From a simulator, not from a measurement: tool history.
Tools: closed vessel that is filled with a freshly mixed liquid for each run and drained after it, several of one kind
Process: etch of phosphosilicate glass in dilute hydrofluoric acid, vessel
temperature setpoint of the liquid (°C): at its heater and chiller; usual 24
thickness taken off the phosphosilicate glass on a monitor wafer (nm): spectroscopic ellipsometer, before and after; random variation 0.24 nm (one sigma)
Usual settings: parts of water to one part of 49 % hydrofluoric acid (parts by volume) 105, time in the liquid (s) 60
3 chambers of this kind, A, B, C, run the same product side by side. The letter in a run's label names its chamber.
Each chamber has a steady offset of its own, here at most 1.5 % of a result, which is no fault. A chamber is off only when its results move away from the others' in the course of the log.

| run | hour | temperature setpoint of the liquid (°C) | parts of water to one part of 49 % hydrofluoric acid (parts by volume) | time in the liquid (s) | read-back film thickness of the phosphosilicate glass reference wafer, read on the same gauge (nm) | thickness taken off the phosphosilicate glass on a monitor wafer (nm) |
|---|---|---|---|---|---|---|
| 1A | 4.2 | 24 | 105 | 60 | 60.000 | 42.223 |
| 2B | 6.5 | 24 | 105 | 60 | 59.986 | 41.738 |
| 3C | 10.6 | 24 | 105 | 60 | 59.967 | 42.747 |
| 4A | 14.2 | 24 | 105 | 60 | 59.991 | 41.990 |
| 5B | 18.5 | 24 | 105 | 60 | 59.970 | 41.958 |
| 6C | 22.4 | 24 | 55 | 60 | 59.986 | 87.508 |
| 7B | 24.5 | 24 | 55 | 60 | 60.003 | 84.483 |
| 8A | 26.5 | 24 | 55 | 60 | 59.989 | 84.861 |
| 9C | 30.4 | 24 | 105 | 60 | 59.972 | 43.315 |
| 10B | 33.9 | 24 | 105 | 60 | 60.011 | 41.872 |
| 11A | 35.8 | 24 | 105 | 60 | 59.972 | 42.095 |
| 12C | 38.6 | 24 | 105 | 60 | 59.987 | 43.977 |
| 13C | 42.4 | 24 | 105 | 60 | 60.001 | 44.334 |
| 14B | 45.2 | 24 | 105 | 60 | 60.023 | 42.209 |
| 15A | 49.4 | 24 | 105 | 60 | 59.937 | 42.074 |
| 16A | 53.3 | 24 | 105 | 60 | 60.015 | 41.904 |
| 17C | 55.2 | 24 | 105 | 60 | 60.046 | 44.084 |
| 18B | 57.9 | 24 | 105 | 60 | 60.012 | 41.898 |
| 19C | 61.1 | 24 | 105 | 60 | 59.981 | 44.784 |
| 20B | 64.2 | 22 | 105 | 35 | 59.936 | 22.492 |
| 21A | 66.3 | 22 | 105 | 35 | 60.058 | 22.527 |
| 22C | 69.1 | 22 | 105 | 35 | 59.926 | 24.081 |
| 23A | 72.0 | 24 | 105 | 60 | 59.955 | 41.758 |
| 24B | 76.2 | 24 | 105 | 60 | 60.002 | 41.903 |
| 25C | 80.3 | 24 | 105 | 60 | 59.971 | 45.357 |
| 26A | 82.2 | 24 | 105 | 35 | 60.003 | 24.147 |
| 27B | 85.9 | 24 | 105 | 35 | 59.974 | 24.631 |
| 28A | 88.2 | 24 | 105 | 35 | 59.963 | 24.613 |
| 29B | 92.5 | 24 | 105 | 60 | 59.977 | 42.171 |
| 30C | 95.4 | 24 | 105 | 60 | 59.999 | 45.897 |

Is one chamber off against the others, does the gauge drift, or is nothing wrong? If a chamber is off, say which, and what the likeliest cause is.

Chamber C drifts away from the others.
Cause: liquid hotter than its thermometer reads (K) = 1.78.
The log may not tell that from: hydrofluoric acid flow above the setpoint (%).

Here are 4 candidates for chamber C's next run, each the usual settings with a change, their results left as question marks. Which one brings its results back in line with what the others give on the usual settings?
In line means no further than this from the other chambers' mean on the usual settings: thickness taken off the phosphosilicate glass on a monitor wafer (nm) 0.850
| 31C-1 | 98.5 | 24 | 105 | 55 |  | ? |
| 31C-2 | 98.5 | 25 | 105 | 60 |  | ? |
| 31C-3 | 98.5 | 24 | 110 | 60 |  | ? |
| 31C-4 | 98.5 | 24 | 105 | 65 |  | ? |

The other chambers' mean on the usual settings: thickness taken off the phosphosilicate glass on a monitor wafer (nm) 41.979
| run | thickness taken off the phosphosilicate glass on a monitor wafer (nm) |
|---|---|
| 31C-1 | 42.053 |
| 31C-2 | 47.665 |
| 31C-3 | 43.523 |
| 31C-4 | 49.699 |
31C-1 brings the chamber back in line.

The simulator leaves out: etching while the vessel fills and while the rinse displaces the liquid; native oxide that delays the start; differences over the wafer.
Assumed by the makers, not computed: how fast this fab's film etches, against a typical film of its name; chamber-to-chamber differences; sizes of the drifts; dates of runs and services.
